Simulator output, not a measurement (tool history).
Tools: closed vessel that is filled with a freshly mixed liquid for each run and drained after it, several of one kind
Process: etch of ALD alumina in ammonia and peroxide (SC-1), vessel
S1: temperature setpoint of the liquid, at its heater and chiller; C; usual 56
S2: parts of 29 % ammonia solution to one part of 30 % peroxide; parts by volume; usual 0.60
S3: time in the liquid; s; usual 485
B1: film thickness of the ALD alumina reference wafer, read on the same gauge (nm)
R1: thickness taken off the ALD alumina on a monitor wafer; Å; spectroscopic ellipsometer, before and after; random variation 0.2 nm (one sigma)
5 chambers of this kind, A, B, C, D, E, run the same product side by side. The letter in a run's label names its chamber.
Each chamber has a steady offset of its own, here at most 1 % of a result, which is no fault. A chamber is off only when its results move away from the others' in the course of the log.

Run 1D, hour 6.4: usual settings; B1 140.03. Result: R1 288.91 Å.
At hour 12.6: chamber E: ammonia flow meter replaced.
Run 2B, hour 14.0: usual settings; B1 139.97. Result: R1 284.17 Å.
Run 3A, hour 22.8: usual settings; B1 139.98. Result: R1 289.21 Å.
Run 4E, hour 29.3: usual settings; B1 140.01. Result: R1 285.70 Å.
Run 5C, hour 37.4: usual settings; B1 140.00. Result: R1 287.51 Å.
Run 6D, hour 42.8: usual settings; B1 140.03. Result: R1 288.08 Å.
Run 7B, hour 47.8: usual settings; B1 139.99. Result: R1 287.46 Å.
Run 8E, hour 54.4: usual settings but S2 0.35 parts by volume, S3 245 s; B1 140.02. Result: R1 138.32 Å.
Run 9A, hour 60.8: usual settings but S2 0.35 parts by volume, S3 245 s; B1 140.00. Result: R1 138.47 Å.
Run 10C, hour 67.4: usual settings but S2 0.35 parts by volume, S3 245 s; B1 139.98. Result: R1 139.50 Å.
Run 11D, hour 77.1: usual settings but S2 0.35 parts by volume, S3 245 s; B1 140.01. Result: R1 138.87 Å.
Run 12C, hour 82.4: usual settings but S2 0.35 parts by volume, S3 245 s; B1 139.96. Result: R1 137.58 Å.
Run 13A, hour 91.8: usual settings; B1 139.98. Result: R1 284.94 Å.
Run 14B, hour 96.2: usual settings; B1 140.01. Result: R1 281.94 Å.
At hour 100.6: chamber A: new drum of ammonia solution connected.
Run 15E, hour 101.8: usual settings but S1 52 C, S3 290 s; B1 140.04. Result: R1 136.21 Å.
Run 16D, hour 110.5: usual settings but S1 52 C, S3 290 s; B1 140.02. Result: R1 137.94 Å.
Run 17A, hour 118.8: usual settings but S1 52 C, S3 290 s; B1 140.01. Result: R1 139.13 Å.
Run 18B, hour 123.1: usual settings but S1 52 C, S3 290 s; B1 140.00. Result: R1 138.84 Å.
Run 19E, hour 130.6: usual settings but S1 52 C, S3 290 s; B1 140.01. Result: R1 138.00 Å.
Run 20C, hour 140.5: usual settings; B1 140.02. Result: R1 288.66 Å.
Run 21D, hour 149.8: usual settings but S2 0.85 parts by volume, S3 220 s; B1 140.00. Result: R1 132.46 Å.
Run 22C, hour 156.9: usual settings but S2 0.85 parts by volume, S3 220 s; B1 139.98. Result: R1 131.62 Å.
Run 23A, hour 166.0: usual settings but S2 0.85 parts by volume, S3 220 s; B1 140.05. Result: R1 134.74 Å.
Run 24B, hour 173.8: usual settings but S2 0.85 parts by volume, S3 220 s; B1 140.00. Result: R1 131.57 Å.
Run 25E, hour 180.9: usual settings but S2 0.85 parts by volume, S3 220 s; B1 140.01. Result: R1 134.98 Å.
Run 26C, hour 187.5: usual settings; B1 140.01. Result: R1 282.21 Å.
Run 27E, hour 197.5: usual settings; B1 140.01. Result: R1 282.36 Å.
Run 28A, hour 205.6: usual settings; B1 140.00. Result: R1 284.60 Å.
Run 29B, hour 210.7: usual settings; B1 139.99. Result: R1 278.53 Å.
Run 30D, hour 220.1: usual settings; B1 140.00. Result: R1 288.47 Å.
Run 31A, hour 224.9: usual settings; B1 140.00. Result: R1 289.42 Å.
Run 32E, hour 231.6: usual settings; B1 139.99. Result: R1 287.36 Å.
Run 33B, hour 240.6: usual settings; B1 139.99. Result: R1 278.46 Å.
Run 34D, hour 245.0: usual settings; B1 139.96. Result: R1 287.65 Å.

Is one chamber off against the others, does the gauge drift, or is nothing wrong? If a chamber is off, say which, and what the likeliest cause is.

Chamber B drifts away from the others.
Cause: liquid colder than its thermometer reads (K) = 0.745.

Here are 4 candidates for chamber B's next run, each the usual settings with a change, their results left as question marks. Which one brings its results back in line with what the others give on the usual settings?
In line means no further than this from the other chambers' mean on the usual settings: R1 7.10 Å
Run 35B-1, hour 252.1: usual settings but S1 54.5 C. Result: R1 ?.
Run 35B-2, hour 252.1: usual settings but S3 470 s. Result: R1 ?.
Run 35B-3, hour 252.1: usual settings but S1 56.5 C. Result: R1 ?.
Run 35B-4, hour 252.1: usual settings but S1 56.5 C, S3 510 s. Result: R1 ?.

The other chambers' mean on the usual settings: R1 286.35 Å
  run      R1
35B-1  256.73
35B-2  269.49
35B-3  285.70
35B-4  300.42
35B-3 brings the chamber back in line.
